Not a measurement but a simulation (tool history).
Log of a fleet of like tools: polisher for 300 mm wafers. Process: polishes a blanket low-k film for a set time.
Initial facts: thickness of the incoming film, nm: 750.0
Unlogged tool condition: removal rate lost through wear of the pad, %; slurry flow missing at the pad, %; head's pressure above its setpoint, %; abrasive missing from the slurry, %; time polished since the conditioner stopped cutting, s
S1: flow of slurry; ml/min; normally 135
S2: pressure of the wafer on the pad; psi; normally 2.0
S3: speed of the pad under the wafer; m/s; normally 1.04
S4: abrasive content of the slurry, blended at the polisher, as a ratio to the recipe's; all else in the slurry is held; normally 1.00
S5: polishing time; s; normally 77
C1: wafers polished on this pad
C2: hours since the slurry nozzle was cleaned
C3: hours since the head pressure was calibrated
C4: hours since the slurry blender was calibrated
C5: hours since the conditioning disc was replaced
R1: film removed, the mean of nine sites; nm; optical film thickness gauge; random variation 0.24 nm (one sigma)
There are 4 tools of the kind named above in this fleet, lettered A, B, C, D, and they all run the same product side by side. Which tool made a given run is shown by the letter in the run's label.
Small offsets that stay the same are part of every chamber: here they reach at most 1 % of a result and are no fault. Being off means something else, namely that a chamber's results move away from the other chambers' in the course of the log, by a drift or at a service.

run	hour	S1	S2	S3	S4	S5	C1	C2	C3	C4	C5	R1
# hour 4.0: chamber A: worn pad replaced by a new one
1A	4.8	135	2.0	1.04	1.00	77	8	416.8	511.2	28.7	31.4	28.956
# hour 7.3: chamber D: worn pad replaced by a new one
2B	10.0	135	2.0	1.04	1.00	77	466	14.0	230.1	242.3	171.3	28.944
3C	12.6	135	2.0	1.04	1.00	77	389	248.8	726.4	228.6	123.2	28.712
4D	15.5	135	2.0	1.04	1.00	77	81	181.9	844.8	429.9	275.1	28.699
5B	21.0	135	2.0	1.04	1.00	77	574	25.0	241.1	253.3	182.3	28.709
6D	24.4	135	2.0	1.04	1.00	77	169	190.8	853.7	438.8	284.0	28.828
7A	27.4	135	2.0	1.04	1.00	77	230	439.4	533.8	51.3	54.0	28.813
# hour 30.1: chamber D: conditioning disc replaced and pad reconditioned
8C	30.7	135	2.0	1.04	1.00	77	567	266.9	744.5	246.7	141.3	29.297
9B	33.2	135	2.0	1.04	1.00	77	694	37.2	253.3	265.5	194.5	28.679
# hour 33.6: chamber D: slurry blender recalibrated
10A	36.9	135	2.0	1.04	1.00	77	324	448.9	543.3	60.8	63.5	29.236
11D	41.8	135	2.0	1.04	1.00	77	340	208.2	871.1	8.2	11.7	29.136
12C	46.1	135	2.0	1.04	1.00	77	719	282.3	759.9	262.1	156.7	29.310
13A	50.2	115	2.0	0.90	1.00	77	455	462.2	556.6	74.1	76.8	25.198
14D	53.2	115	2.0	0.90	1.00	77	452	219.6	882.5	19.6	23.1	24.934
15B	58.4	115	2.0	0.90	1.00	77	942	62.4	278.5	290.7	219.7	24.548
16C	64.0	115	2.0	0.90	1.00	77	895	300.2	777.8	280.0	174.6	25.083
17D	67.6	135	2.0	1.04	1.00	77	594	234.0	896.9	34.0	37.5	28.771
# hour 70.4: chamber A: worn pad replaced by a new one
18C	72.9	135	2.0	1.04	1.00	77	983	309.1	786.7	288.9	183.5	28.732
# hour 74.0: chamber B: conditioning disc replaced and pad reconditioned
19A	75.5	135	2.0	1.04	1.00	77	50	487.5	581.9	99.4	102.1	28.618
# hour 78.3: chamber C: conditioning disc replaced and pad reconditioned
20B	79.0	135	2.0	1.04	1.00	77	1145	83.0	299.1	311.3	5.0	27.398
# hour 81.6: chamber D: worn pad replaced by a new one
21A	82.5	135	2.0	1.04	1.00	77	119	494.5	588.9	106.4	109.1	29.105
22D	86.9	135	2.0	1.04	1.00	77	52	253.3	916.2	53.3	56.8	28.409
# hour 90.1: chamber A: slurry nozzle cleaned
23B	92.7	95	2.0	1.04	1.00	95	1279	96.7	312.8	325.0	18.7	31.070
# hour 94.4: chamber B: head pressure recalibrated
# hour 94.7: chamber A: conditioning disc replaced and pad reconditioned
# hour 96.5: chamber C: worn pad replaced by a new one
24C	97.4	95	2.0	1.04	1.00	95	9	333.6	811.2	313.4	19.1	33.117
25B	101.6	95	2.0	1.04	1.00	95	1367	105.6	7.3	333.9	27.6	30.961
26D	104.2	95	2.0	1.04	1.00	95	222	270.6	933.5	70.6	74.1	32.308
27C	108.6	135	2.0	1.34	0.85	77	119	344.8	822.4	324.6	30.3	32.868
28A	113.0	135	2.0	1.34	0.85	77	419	23.0	619.4	136.9	18.3	32.948
# hour 115.4: chamber C: slurry blender recalibrated
29D	118.7	135	2.0	1.34	0.85	77	365	285.1	948.0	85.1	88.6	32.287
# hour 121.5: chamber D: head pressure recalibrated
30B	123.2	135	2.0	1.34	0.85	77	1579	127.2	28.9	355.5	49.2	30.009
31C	127.3	135	2.0	1.04	1.00	77	303	363.5	841.1	11.9	49.0	29.112
32A	131.7	135	2.0	1.04	1.00	77	603	41.7	638.1	155.6	37.0	29.369
# hour 132.4: chamber A: worn pad replaced by a new one
33A	136.4	135	2.0	1.04	1.00	77	40	46.4	642.8	160.3	41.7	29.356
34D	139.8	135	2.0	1.04	1.00	77	572	306.2	18.3	106.2	109.7	28.518
35C	144.6	135	2.0	1.04	1.00	77	473	380.8	858.4	29.2	66.3	28.580
# hour 148.3: chamber D: worn pad replaced by a new one
36B	150.5	135	2.0	1.04	1.00	77	1848	154.5	56.2	382.8	76.5	26.061
37C	154.3	135	2.0	1.04	1.00	77	569	390.5	868.1	38.9	76.0	29.097
38A	157.5	135	2.0	1.04	1.00	77	247	67.5	663.9	181.4	62.8	28.873
39D	160.9	115	1.5	1.04	1.00	77	124	327.3	39.4	127.3	130.8	20.944
40B	164.2	115	1.5	1.04	1.00	77	1983	168.2	69.9	396.5	90.2	18.766
# hour 166.5: chamber B: slurry blender recalibrated
41A	167.3	115	1.5	1.04	1.00	77	344	77.3	673.7	191.2	72.6	21.281
42D	171.3	115	1.5	1.04	1.00	77	226	337.7	49.8	137.7	141.2	20.587
43B	175.1	135	2.0	1.04	1.00	77	2090	179.1	80.8	8.6	101.1	25.265

What goes on in this fleet: one chamber off, a drifting gauge, or nothing beyond the chambers' own small offsets? Name the chamber and the cause, if any.

It is chamber B that slowly wanders off from its peers.
Likeliest cause: removal rate lost through wear of the pad, % = 10.8.
It could be hard to tell apart here from: slurry flow missing at the pad, %.

Chamber B could run next with any of the 4 candidate recipes listed below; each alters the usual settings, and their results appear as question marks. Which one brings its results back in line with what the other chambers deliver on the usual settings?
Maximum distance from the other chambers' mean on the usual settings for a result to count as in line: R1 0.840 nm
44B-1	179.3	135	1.8	1.04	0.95	70						?
44B-2	179.3	135	2.2	1.04	1.05	85						?
44B-3	179.3	135	2.0	1.04	0.95	69						?
44B-4	179.3	135	2.1	1.04	1.00	83						?

What the other chambers average on the usual settings: R1 28.908 nm
run	R1
44B-1	20.378
44B-2	31.526
44B-3	22.282
44B-4	28.780
The right change is 44B-4: it brings the chamber back within the allowed miss of the others.
